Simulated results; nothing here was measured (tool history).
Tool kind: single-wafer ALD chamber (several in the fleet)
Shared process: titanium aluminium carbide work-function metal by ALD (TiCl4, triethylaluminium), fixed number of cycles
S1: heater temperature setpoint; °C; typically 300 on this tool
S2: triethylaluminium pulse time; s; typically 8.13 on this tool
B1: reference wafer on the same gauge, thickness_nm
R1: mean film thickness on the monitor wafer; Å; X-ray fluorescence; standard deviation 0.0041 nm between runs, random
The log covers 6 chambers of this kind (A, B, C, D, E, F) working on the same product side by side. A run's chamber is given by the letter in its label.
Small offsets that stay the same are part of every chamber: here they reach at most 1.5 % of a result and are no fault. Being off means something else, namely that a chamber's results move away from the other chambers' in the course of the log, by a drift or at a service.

run 1E hour=5.3 | S1=300 S2=8.13 | B1=1.8099 | R1=19.111
run 2A hour=11.5 | S1=300 S2=8.13 | B1=1.8096 | R1=19.435
run 3D hour=15.3 | S1=300 S2=8.13 | B1=1.8109 | R1=19.417
run 4B hour=22.2 | S1=300 S2=8.13 | B1=1.8098 | R1=19.616
run 5C hour=27.5 | S1=300 S2=8.13 | B1=1.8107 | R1=19.2
run 6F hour=31.1 | S1=300 S2=8.13 | B1=1.81 | R1=19.382
run 7A hour=38.2 | S1=300 S2=8.13 | B1=1.8094 | R1=19.537
run 8C hour=46 | S1=300 S2=8.13 | B1=1.8094 | R1=19.216
run 9E hour=49.8 | S1=300 S2=8.13 | B1=1.8098 | R1=19.076
run 10D hour=55.8 | S1=300 S2=8.13 | B1=1.8103 | R1=19.412
run 11B hour=62.5 | S1=300 S2=8.13 | B1=1.8098 | R1=19.593
run 12F hour=68.1 | S1=313 S2=9.65 | B1=1.8099 | R1=21.027
run 13E hour=74 | S1=313 S2=9.65 | B1=1.8098 | R1=20.892
run 14B hour=79.9 | S1=313 S2=9.65 | B1=1.8085 | R1=21.209
run 15D hour=85.5 | S1=313 S2=9.65 | B1=1.8107 | R1=20.977
run 16C hour=91.3 | S1=313 S2=9.65 | B1=1.8104 | R1=20.876
run 17F hour=99.1 | S1=313 S2=9.65 | B1=1.81 | R1=21.062
run 18A hour=106.2 | S1=300 S2=8.13 | B1=1.8092 | R1=19.462
run 19B hour=114.2 | S1=300 S2=8.13 | B1=1.8104 | R1=19.542
run 20D hour=118.4 | S1=300 S2=8.13 | B1=1.8086 | R1=19.482
run 21F hour=123.2 | S1=300 S2=8.13 | B1=1.8104 | R1=19.333
run 22A hour=131.1 | S1=300 S2=8.13 | B1=1.8103 | R1=19.46
run 23E hour=137.9 | S1=311 S2=10.27 | B1=1.8103 | R1=20.732
-- hour=142 chamber D: thermocouple changed; heater temperature recalibrated
run 24C hour=142.4 | S1=311 S2=10.27 | B1=1.8087 | R1=20.803
run 25A hour=146.4 | S1=311 S2=10.27 | B1=1.81 | R1=21.052
run 26F hour=150.9 | S1=311 S2=10.27 | B1=1.8102 | R1=20.959
run 27B hour=157.5 | S1=311 S2=10.27 | B1=1.8104 | R1=21.17
run 28C hour=163.1 | S1=311 S2=10.27 | B1=1.8102 | R1=20.845
run 29D hour=169.6 | S1=300 S2=8.13 | B1=1.8097 | R1=18.969
run 30E hour=173.9 | S1=300 S2=8.13 | B1=1.8103 | R1=19.193
run 31E hour=178.1 | S1=300 S2=8.13 | B1=1.8098 | R1=19.119
-- hour=180.6 chamber A: triethylaluminium bottle replaced
run 32C hour=182.6 | S1=300 S2=9.23 | B1=1.8101 | R1=19.588
run 33B hour=187.4 | S1=300 S2=9.23 | B1=1.8111 | R1=19.999
-- hour=188.9 chamber F: triethylaluminium bottle replaced
run 34F hour=194.1 | S1=300 S2=9.23 | B1=1.8099 | R1=19.711
run 35A hour=198.6 | S1=300 S2=9.23 | B1=1.8107 | R1=19.834
run 36D hour=205 | S1=300 S2=9.23 | B1=1.8104 | R1=19.371
run 37F hour=210.6 | S1=300 S2=9.23 | B1=1.8088 | R1=19.802
run 38B hour=217.9 | S1=300 S2=8.13 | B1=1.8102 | R1=19.587
run 39C hour=224.4 | S1=300 S2=8.13 | B1=1.8108 | R1=19.144
run 40D hour=229.7 | S1=300 S2=8.13 | B1=1.8099 | R1=19.077

All 6 chambers run these settings next. Forecast each chamber's results:
run 41A hour=235.5 | S1=300 S2=8.13 | R1=?
run 41B hour=235.5 | S1=300 S2=8.13 | R1=?
run 41C hour=235.5 | S1=300 S2=8.13 | R1=?
run 41D hour=235.5 | S1=300 S2=8.13 | R1=?
run 41E hour=235.5 | S1=300 S2=8.13 | R1=?
run 41F hour=235.5 | S1=300 S2=8.13 | R1=?

run=41A R1=19.54
run=41B R1=19.565
run=41C R1=19.174
run=41D R1=19.001
run=41E R1=19.087
run=41F R1=19.42
